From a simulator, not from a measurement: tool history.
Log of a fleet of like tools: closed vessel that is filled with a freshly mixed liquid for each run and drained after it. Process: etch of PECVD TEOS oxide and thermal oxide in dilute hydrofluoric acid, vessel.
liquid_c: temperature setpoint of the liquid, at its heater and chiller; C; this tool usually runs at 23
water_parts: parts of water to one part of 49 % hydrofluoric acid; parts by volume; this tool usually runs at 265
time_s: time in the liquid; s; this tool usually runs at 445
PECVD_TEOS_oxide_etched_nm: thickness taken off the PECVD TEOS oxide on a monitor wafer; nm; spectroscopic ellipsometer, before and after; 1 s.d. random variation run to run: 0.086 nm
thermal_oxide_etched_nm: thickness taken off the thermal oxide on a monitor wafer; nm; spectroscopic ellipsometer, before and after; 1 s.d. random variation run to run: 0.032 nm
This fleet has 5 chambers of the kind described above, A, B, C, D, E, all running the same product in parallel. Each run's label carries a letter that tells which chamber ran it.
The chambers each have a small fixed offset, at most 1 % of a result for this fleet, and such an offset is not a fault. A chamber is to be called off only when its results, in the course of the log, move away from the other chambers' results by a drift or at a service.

run   hour  liquid_c  water_parts  time_s  hours since the thermometer was replaced  hours since the hydrofluoric acid flow meter was replaced  read-back film thickness of the PECVD TEOS oxide reference wafer, read on the same gauge (nm)  read-back film thickness of the thermal oxide reference wafer, read on the same gauge (nm)  PECVD_TEOS_oxide_etched_nm  thermal_oxide_etched_nm
 1B    6.4        23          265     445                                     577.2                                                     1133.3                                                                                         129.97                                                                                      150.02                      14.406                   6.4997
 2A   14.2        23          265     445                                     413.3                                                      280.5                                                                                         130.02                                                                                      150.01                      14.006                   6.4805
 3E   21.8        23          265     445                                    1485.7                                                      431.5                                                                                         129.99                                                                                      149.98                      14.175                   6.4417
 4C   28.2        23          265     445                                      1111                                                        857                                                                                         129.97                                                                                      149.99                      14.012                   6.4465
 5D   36.5        23          265     445                                    1087.4                                                      750.9                                                                                         130.01                                                                                      149.98                      14.253                   6.4082
 6C   49.1        23          265     445                                    1131.9                                                      877.9                                                                                            130                                                                                      150.06                      13.941                   6.4688
 7E   60.4        23          265     445                                    1524.3                                                      470.1                                                                                         130.06                                                                                      149.99                      14.116                   6.4676
 8B   68.2        23          265     445                                       639                                                     1195.1                                                                                         130.05                                                                                         150                      14.137                   6.5031
 9A   77.2        23          265     445                                     476.3                                                      343.5                                                                                         129.97                                                                                      150.04                      14.005                   6.3791
10D   88.9        23          265     445                                    1139.8                                                      803.3                                                                                         129.99                                                                                      150.04                      14.314                   6.4416
11D   96.9        23          265     445                                    1147.8                                                      811.3                                                                                            130                                                                                      150.02                      14.203                   6.4415
12E  109.6        23          265     445                                    1573.5                                                      519.3                                                                                         129.95                                                                                      150.02                       14.12                   6.5052
13C  121.5        23          265     445                                    1204.3                                                      950.3                                                                                         130.01                                                                                      150.02                       14.04                   6.4673
14B  134.3        23          265     445                                     705.1                                                     1261.2                                                                                         130.01                                                                                      149.99                      14.239                   6.4924
15A  143.2        23          265     445                                     542.3                                                      409.5                                                                                         129.96                                                                                         150                      14.158                    6.337
16D  148.9        23          265     445                                    1199.8                                                      863.3                                                                                         129.98                                                                                      150.01                      14.123                   6.4739
17E  156.4        19          265     445                                    1620.3                                                      566.1                                                                                         130.01                                                                                      149.96                      12.223                   5.5884
18B  167.1        19          265     445                                     737.9                                                       1294                                                                                         129.99                                                                                      149.98                      12.228                   5.6244
19A  173.2        19          265     445                                     572.3                                                      439.5                                                                                         129.99                                                                                      149.99                      12.146                   5.5384
20C  179.5        19          265     445                                    1262.3                                                     1008.3                                                                                         129.98                                                                                      149.99                      12.064                   5.6257
21A  185.7        19          265     445                                     584.8                                                        452                                                                                         129.98                                                                                         150                      12.193                   5.5327
22D  195.3        23          265     445                                    1246.2                                                      909.7                                                                                         129.98                                                                                      149.96                      14.169                   6.4454
       196  -- chamber D: thermometer replaced
23C  201.9        18          210     445                                    1284.7                                                     1030.7                                                                                         129.98                                                                                      150.01                      15.438                    7.159
     209.3  -- chamber A: thermometer replaced
24E  214.7        18          210     445                                    1678.6                                                      624.4                                                                                         130.03                                                                                      149.97                      15.671                   7.1739
25B  225.2        18          210     445                                       796                                                     1352.1                                                                                         129.98                                                                                      149.99                      15.675                   7.2218
26D  238.3        18          210     445                                      42.4                                                      952.7                                                                                         130.02                                                                                      149.98                      15.809                   7.0518
27A  249.5        18          210     445                                      40.2                                                      515.8                                                                                         129.98                                                                                      150.02                      15.623                   7.1118
28E  258.6        23          265     445                                    1722.5                                                      668.3                                                                                         129.99                                                                                         150                      14.099                   6.4993
29C  270.6        23          265     445                                    1353.4                                                     1099.4                                                                                         130.05                                                                                      149.99                      14.064                   6.4989
30B  281.8        23          265     445                                     852.6                                                     1408.7                                                                                         130.01                                                                                      150.02                      14.337                   6.5287
     285.4  -- chamber B: thermometer replaced
31A  292.1        19          265     315                                      82.8                                                      558.4                                                                                         130.02                                                                                      149.98                      8.6036                   3.9508
     296.8  -- chamber C: hydrofluoric acid flow meter replaced
32D  302.1        19          265     315                                     106.2                                                     1016.5                                                                                         129.98                                                                                         150                      8.7881                   3.9468
33B  309.4        19          265     315                                        24                                                     1436.3                                                                                         130.02                                                                                      149.99                      8.6035                   3.9805
34E  317.1        19          265     315                                      1781                                                      726.8                                                                                         129.97                                                                                      150.03                      8.6602                    3.969
35C  323.6        19          265     315                                    1406.4                                                       26.9                                                                                         129.99                                                                                      149.97                      8.5397                   3.9402
36E  334.5        23          265     445                                    1798.4                                                      744.2                                                                                         129.97                                                                                      150.03                      14.144                   6.5025
37C  340.6        23          265     445                                    1423.4                                                       43.9                                                                                         130.04                                                                                      149.97                      13.899                   6.4475
38D    351        23          265     445                                     155.1                                                     1065.4                                                                                            130                                                                                      150.04                      14.366                   6.4839
39B  360.7        23          265     445                                      75.3                                                     1487.6                                                                                         130.02                                                                                      150.01                      14.212                   6.4307
40A  369.4        21          265     445                                     160.1                                                      635.7                                                                                            130                                                                                      149.98                      13.167                   5.9664
41C  378.1        21          265     445                                    1460.9                                                       81.4                                                                                         130.01                                                                                      150.04                      12.993                   6.0177

All 5 chambers run these settings next. Forecast each chamber's results:
42A  387.6        23          265     665                                                                                                                                                                                                                                                                                                                           ?                        ?
42B  387.6        23          265     665                                                                                                                                                                                                                                                                                                                           ?                        ?
42C  387.6        23          265     665                                                                                                                                                                                                                                                                                                                           ?                        ?
42D  387.6        23          265     665                                                                                                                                                                                                                                                                                                                           ?                        ?
42E  387.6        23          265     665                                                                                                                                                                                                                                                                                                                           ?                        ?

run  PECVD_TEOS_oxide_etched_nm  thermal_oxide_etched_nm
42A                      21.089                   9.6091
42B                      21.322                   9.5791
42C                      20.829                   9.6869
42D                      21.333                   9.6687
42E                      21.207                    9.732

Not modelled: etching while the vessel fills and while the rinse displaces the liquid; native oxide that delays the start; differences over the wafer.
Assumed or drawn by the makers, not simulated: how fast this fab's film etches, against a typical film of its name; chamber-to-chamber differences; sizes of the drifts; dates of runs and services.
